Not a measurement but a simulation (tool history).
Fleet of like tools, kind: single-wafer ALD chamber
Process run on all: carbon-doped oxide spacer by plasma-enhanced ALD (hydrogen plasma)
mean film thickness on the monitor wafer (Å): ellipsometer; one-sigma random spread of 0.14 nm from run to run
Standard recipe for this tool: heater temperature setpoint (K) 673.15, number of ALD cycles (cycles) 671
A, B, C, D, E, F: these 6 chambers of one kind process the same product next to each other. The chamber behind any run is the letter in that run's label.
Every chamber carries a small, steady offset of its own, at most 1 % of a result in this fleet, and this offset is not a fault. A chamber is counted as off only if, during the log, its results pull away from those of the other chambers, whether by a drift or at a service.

| run | hour | heater temperature setpoint (K) | number of ALD cycles (cycles) | read-back reference wafer on the same gauge, thickness_nm | mean film thickness on the monitor wafer (Å) |
|---|---|---|---|---|---|
| 1B | 5.2 | 673.15 | 671 | 31.311 | 336.84 |
| 2D | 12.5 | 673.15 | 671 | 31.319 | 338.08 |
| 3F | 17.2 | 673.15 | 671 | 31.265 | 335.68 |
| 4E | 23.1 | 673.15 | 671 | 31.300 | 335.64 |
| 5C | 27.5 | 673.15 | 671 | 31.284 | 335.32 |
| 6A | 32.5 | 673.15 | 671 | 31.244 | 331.94 |
| 7C | 38.8 | 673.15 | 671 | 31.323 | 335.30 |
| 8B | 45.1 | 673.15 | 671 | 31.312 | 335.91 |
| 9E | 48.9 | 673.15 | 671 | 31.321 | 334.19 |
| 10D | 56.9 | 673.15 | 671 | 31.282 | 335.66 |
| 11F | 60.8 | 673.15 | 671 | 31.310 | 335.69 |
| 12A | 66.6 | 673.15 | 671 | 31.269 | 331.68 |
| 13F | 73.4 | 673.15 | 671 | 31.296 | 335.14 |
| 14B | 80.9 | 673.15 | 671 | 31.317 | 339.60 |
| 15E | 86.4 | 673.15 | 671 | 31.294 | 334.80 |
| 16A | 93.6 | 673.15 | 671 | 31.326 | 332.82 |
| 17C | 100.7 | 673.15 | 671 | 31.287 | 332.16 |
| 18D | 107.9 | 673.15 | 671 | 31.343 | 333.15 |
| 19A | 116.0 | 673.15 | 671 | 31.293 | 331.81 |
| 20E | 121.7 | 673.15 | 671 | 31.272 | 335.25 |
| 21D | 125.5 | 673.15 | 671 | 31.278 | 336.00 |
| 22F | 130.7 | 673.15 | 567 | 31.319 | 283.29 |
| 23B | 137.5 | 673.15 | 567 | 31.292 | 284.53 |
| 24C | 142.4 | 673.15 | 567 | 31.313 | 281.31 |
| 25A | 149.6 | 673.15 | 567 | 31.306 | 281.32 |
| 26F | 157.6 | 673.15 | 567 | 31.345 | 283.76 |
| 27D | 164.6 | 673.15 | 567 | 31.307 | 284.42 |
| 28C | 170.8 | 673.15 | 591 | 31.292 | 296.18 |
| 29B | 178.4 | 673.15 | 591 | 31.314 | 295.53 |
| 30E | 184.7 | 673.15 | 591 | 31.340 | 292.44 |
|  | 185.9 | chamber D: thermocouple changed; heater temperature recalibrated |
| 31F | 192.6 | 673.15 | 591 | 31.293 | 295.67 |
| 32C | 198.2 | 673.15 | 591 | 31.309 | 294.02 |
| 33D | 205.7 | 673.15 | 591 | 31.281 | 293.83 |
| 34E | 212.3 | 673.15 | 671 | 31.295 | 336.54 |
| 35A | 216.9 | 673.15 | 671 | 31.314 | 332.97 |
| 36B | 223.2 | 673.15 | 671 | 31.273 | 336.21 |
| 37E | 230.7 | 673.15 | 671 | 31.289 | 333.25 |

What goes on in this fleet: one chamber off, a drifting gauge, or nothing beyond the chambers' own small offsets? Name the chamber and the cause, if any.

Beyond each chamber's small constant offset nothing stands out, and the gauge stays steady.
